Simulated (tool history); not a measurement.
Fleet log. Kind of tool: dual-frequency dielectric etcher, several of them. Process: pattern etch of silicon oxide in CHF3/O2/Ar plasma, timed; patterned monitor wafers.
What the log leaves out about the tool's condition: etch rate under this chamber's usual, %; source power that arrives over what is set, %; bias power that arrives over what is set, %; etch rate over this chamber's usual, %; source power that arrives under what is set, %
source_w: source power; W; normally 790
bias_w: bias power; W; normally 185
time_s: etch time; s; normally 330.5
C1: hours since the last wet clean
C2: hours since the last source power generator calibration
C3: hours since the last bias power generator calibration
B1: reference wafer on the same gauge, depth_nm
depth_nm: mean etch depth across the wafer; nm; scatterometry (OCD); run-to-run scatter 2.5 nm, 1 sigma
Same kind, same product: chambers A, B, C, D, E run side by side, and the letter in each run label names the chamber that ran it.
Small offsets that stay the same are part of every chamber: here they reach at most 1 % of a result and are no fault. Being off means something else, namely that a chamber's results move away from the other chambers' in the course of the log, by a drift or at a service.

At day 0.358: chamber D: wet clean of the chamber.
Run 1C, day 0.429: usual settings; C1 129.8; C2 139.0; C3 2792.4; B1 735.00. Result: depth_nm 731.81 nm.
Run 2D, day 0.746: usual settings; C1 9.4; C2 2502.4; C3 1631.9; B1 734.59. Result: depth_nm 731.72 nm.
Run 3E, day 1.188: usual settings; C1 320.7; C2 1063.6; C3 1104.9; B1 734.93. Result: depth_nm 728.81 nm.
Run 4B, day 1.538: usual settings; C1 375.8; C2 1490.3; C3 2776.9; B1 734.75. Result: depth_nm 737.34 nm.
Run 5A, day 1.912: usual settings; C1 292.1; C2 1747.7; C3 2728.9; B1 734.89. Result: depth_nm 742.12 nm.
Run 6C, day 2.296: usual settings; C1 174.6; C2 183.8; C3 2837.2; B1 735.50. Result: depth_nm 734.85 nm.
Run 7D, day 2.642: usual settings; C1 54.9; C2 2547.9; C3 1677.4; B1 735.05. Result: depth_nm 731.93 nm.
Run 8B, day 3.158: usual settings; C1 414.7; C2 1529.2; C3 2815.8; B1 735.15. Result: depth_nm 733.29 nm.
Run 9E, day 3.571: usual settings; C1 377.9; C2 1120.8; C3 1162.1; B1 735.42. Result: depth_nm 736.52 nm.
At day 3.762: chamber D: bias power generator calibrated.
Run 10A, day 4.012: usual settings; C1 342.5; C2 1798.1; C3 2779.3; B1 734.66. Result: depth_nm 740.91 nm.
At day 4.092: chamber A: wet clean of the chamber.
Run 11D, day 4.379: usual settings; C1 96.6; C2 2589.6; C3 14.9; B1 734.58. Result: depth_nm 726.69 nm.
Run 12E, day 4.996: usual settings; C1 412.1; C2 1155.0; C3 1196.3; B1 734.95. Result: depth_nm 734.79 nm.
At day 5.012: chamber B: wet clean of the chamber.
At day 5.046: chamber E: wet clean of the chamber.
Run 13A, day 5.546: usual settings but bias_w 144 W; C1 34.9; C2 1834.9; C3 2816.1; B1 734.99. Result: depth_nm 686.15 nm.
Run 14C, day 5.883: usual settings but bias_w 144 W; C1 260.7; C2 269.9; C3 2923.3; B1 735.11. Result: depth_nm 674.27 nm.
Run 15B, day 6.479: usual settings but bias_w 144 W; C1 35.3; C2 1608.9; C3 2895.5; B1 734.88. Result: depth_nm 671.88 nm.
Run 16C, day 7.012: usual settings but bias_w 144 W; C1 287.8; C2 297.0; C3 2950.4; B1 735.36. Result: depth_nm 676.59 nm.
Run 17A, day 7.300: usual settings but bias_w 144 W; C1 77.0; C2 1877.0; C3 2858.2; B1 735.52. Result: depth_nm 680.73 nm.
Run 18E, day 7.800: usual settings but source_w 880 W; C1 66.1; C2 1222.3; C3 1263.6; B1 735.84. Result: depth_nm 762.97 nm.
Run 19B, day 8.358: usual settings but source_w 880 W; C1 80.4; C2 1654.0; C3 2940.6; B1 735.27. Result: depth_nm 763.02 nm.
Run 20D, day 8.829: usual settings but source_w 880 W; C1 203.4; C2 2696.4; C3 121.7; B1 735.18. Result: depth_nm 765.00 nm.
Run 21A, day 9.354: usual settings but source_w 880 W; C1 126.3; C2 1926.3; C3 2907.5; B1 735.43. Result: depth_nm 776.89 nm.
At day 9.833: chamber B: bias power generator calibrated.
Run 22D, day 9.992: usual settings but source_w 880 W; C1 231.3; C2 2724.3; C3 149.6; B1 735.58. Result: depth_nm 762.46 nm.
Run 23E, day 10.367: usual settings; C1 127.7; C2 1283.9; C3 1325.2; B1 735.18. Result: depth_nm 732.90 nm.
Run 24B, day 11.004: usual settings; C1 143.9; C2 1717.5; C3 28.1; B1 734.31. Result: depth_nm 727.62 nm.
Run 25C, day 11.471: usual settings; C1 394.8; C2 404.0; C3 3057.4; B1 735.00. Result: depth_nm 731.33 nm.
Run 26E, day 11.933: usual settings; C1 165.3; C2 1321.5; C3 1362.8; B1 734.75. Result: depth_nm 726.08 nm.
Run 27D, day 12.242: usual settings; C1 285.3; C2 2778.3; C3 203.6; B1 734.91. Result: depth_nm 728.31 nm.
Run 28B, day 12.796: usual settings but source_w 640 W, bias_w 147 W; C1 186.9; C2 1760.5; C3 71.1; B1 734.99. Result: depth_nm 626.29 nm.
Run 29A, day 13.300: usual settings but source_w 640 W, bias_w 147 W; C1 221.0; C2 2021.0; C3 3002.2; B1 735.28. Result: depth_nm 628.80 nm.
Run 30C, day 13.704: usual settings but source_w 640 W, bias_w 147 W; C1 448.4; C2 457.6; C3 3111.0; B1 735.30. Result: depth_nm 629.39 nm.
Run 31A, day 14.133: usual settings but source_w 640 W, bias_w 147 W; C1 241.0; C2 2041.0; C3 3022.2; B1 734.34. Result: depth_nm 631.13 nm.

All 5 chambers run these settings next. Forecast each chamber's results:
Run 32A, day 14.600: usual settings. Result: depth_nm ?.
Run 32B, day 14.600: usual settings. Result: depth_nm ?.
Run 32C, day 14.600: usual settings. Result: depth_nm ?.
Run 32D, day 14.600: usual settings. Result: depth_nm ?.
Run 32E, day 14.600: usual settings. Result: depth_nm ?.

run  depth_nm
32A    737.74
32B    729.15
32C    733.00
32D    731.20
32E    733.58

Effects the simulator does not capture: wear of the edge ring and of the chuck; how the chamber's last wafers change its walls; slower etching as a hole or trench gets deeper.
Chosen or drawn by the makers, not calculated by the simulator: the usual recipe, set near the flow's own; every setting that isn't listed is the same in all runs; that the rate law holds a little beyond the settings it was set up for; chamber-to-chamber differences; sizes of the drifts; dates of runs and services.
